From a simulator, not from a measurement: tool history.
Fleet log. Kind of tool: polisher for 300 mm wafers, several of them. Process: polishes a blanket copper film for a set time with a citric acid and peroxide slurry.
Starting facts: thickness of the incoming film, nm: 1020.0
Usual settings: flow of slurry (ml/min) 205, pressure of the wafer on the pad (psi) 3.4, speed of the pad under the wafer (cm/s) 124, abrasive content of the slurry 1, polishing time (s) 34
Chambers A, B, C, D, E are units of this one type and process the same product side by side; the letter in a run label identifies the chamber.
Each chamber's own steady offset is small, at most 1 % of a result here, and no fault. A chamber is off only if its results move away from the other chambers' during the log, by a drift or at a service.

run,hour,flow of slurry (ml/min),pressure of the wafer on the pad (psi),speed of the pad under the wafer (cm/s),abrasive content of the slurry,polishing time (s),film removed (angstrom)
# hour 1.3: chamber E: slurry blender recalibrated
1C,9.8,205,3.4,124,1,34,923.74
# hour 10.6: chamber E: slurry nozzle cleaned
# hour 13.5: chamber E: worn pad replaced by a new one
# hour 13.6: chamber B: head pressure recalibrated
# hour 13.7: chamber A: head pressure recalibrated
# hour 14: chamber D: worn pad replaced by a new one
2A,21.3,205,3.4,124,1,34,909.69
3E,30.2,205,3.4,124,1,34,922.01
# hour 38.1: chamber D: slurry blender recalibrated
# hour 41.5: chamber A: slurry blender recalibrated
4D,46.1,205,3.4,124,1,34,938.28
5B,60.3,205,3.4,162,1,23,832.06
6A,73.6,205,3.4,162,1,23,811.82
7B,81.6,205,3.4,162,1,23,809.9
8D,88.7,205,3.4,162,1,23,838.89
9E,96.5,205,3.4,162,1,23,806.19
10C,106.2,205,3.4,124,1,34,942.61
# hour 111.7: chamber E: worn pad replaced by a new one
11A,114.2,205,3.4,124,1,34,931.34
# hour 119.3: chamber D: worn pad replaced by a new one
12C,121.4,205,3.4,124,1,34,924.75
# hour 131.4: chamber C: head pressure recalibrated
13E,135.2,205,3.4,124,1,34,928.9
# hour 141.5: chamber C: worn pad replaced by a new one
# hour 142.4: chamber D: slurry nozzle cleaned
14D,143.3,205,3.4,124,1,34,921.95
# hour 144.1: chamber A: worn pad replaced by a new one
15B,150.4,205,3.4,124,1,34,908.61
# hour 152.2: chamber E: head pressure recalibrated
# hour 154: chamber B: slurry nozzle cleaned
# hour 157.9: chamber C: slurry blender recalibrated
16D,159.7,205,3.4,124,1,34,922.9
17B,172.2,205,3.4,124,1,34,892.86
18A,180.7,205,3.4,124,1,34,913.79
19E,191.7,205,3.4,124,1,34,955.28
20C,206.6,205,3.4,124,1.15,45,1318.4
# hour 207.4: chamber E: worn pad replaced by a new one
21C,215.4,205,3.4,124,1.15,45,1311.8
# hour 215.8: chamber E: slurry nozzle cleaned
# hour 222.7: chamber E: slurry blender recalibrated
22D,224.9,205,3.4,124,1.15,45,1278.5
# hour 225.5: chamber D: worn pad replaced by a new one
23E,237,205,3.4,124,1.15,45,1276.7
# hour 240.3: chamber A: slurry nozzle cleaned
24A,250.5,205,3.4,124,1.15,45,1292.2
# hour 256.1: chamber A: slurry blender recalibrated
25B,263.1,205,3.4,124,1,34,904.02
# hour 273.9: chamber D: slurry blender recalibrated
26B,276.9,205,3.4,124,1,34,900.06
# hour 280.1: chamber B: slurry blender recalibrated
27E,288.9,205,3.4,124,1,34,906.58
28D,302.9,205,3.4,124,1,34,938.82
# hour 305: chamber B: head pressure recalibrated
# hour 306.3: chamber A: worn pad replaced by a new one
# hour 310.2: chamber E: worn pad replaced by a new one
29A,317,205,3.4,124,1,34,930.1
# hour 318.2: chamber C: worn pad replaced by a new one
# hour 319.6: chamber D: worn pad replaced by a new one
30C,332.5,205,3.4,124,1,34,966.78
# hour 334.3: chamber C: slurry blender recalibrated
31B,345.6,205,3.4,124,1,34,880.47
32A,355.7,205,3.4,124,1,34,925.59
33C,362.6,205,3.4,124,1,34,942.51
34E,373.4,205,3.4,124,1,34,917.12
35D,380.6,205,3.4,124,1,34,935.3
36A,392.7,205,3.4,124,1,40,1097.3
37E,400.3,205,3.4,124,1,40,1092.2
38C,410.5,205,3.4,124,1,40,1114.5
39D,417.5,205,3.4,124,1,40,1095.1

Next, every chamber runs the same settings. What will each give?
40A,428.9,205,3.4,124,0.85,34,?
40B,428.9,205,3.4,124,0.85,34,?
40C,428.9,205,3.4,124,0.85,34,?
40D,428.9,205,3.4,124,0.85,34,?
40E,428.9,205,3.4,124,0.85,34,?

run,film removed (angstrom)
40A,901.05
40B,827.6
40C,898.39
40D,895.91
40E,899.26
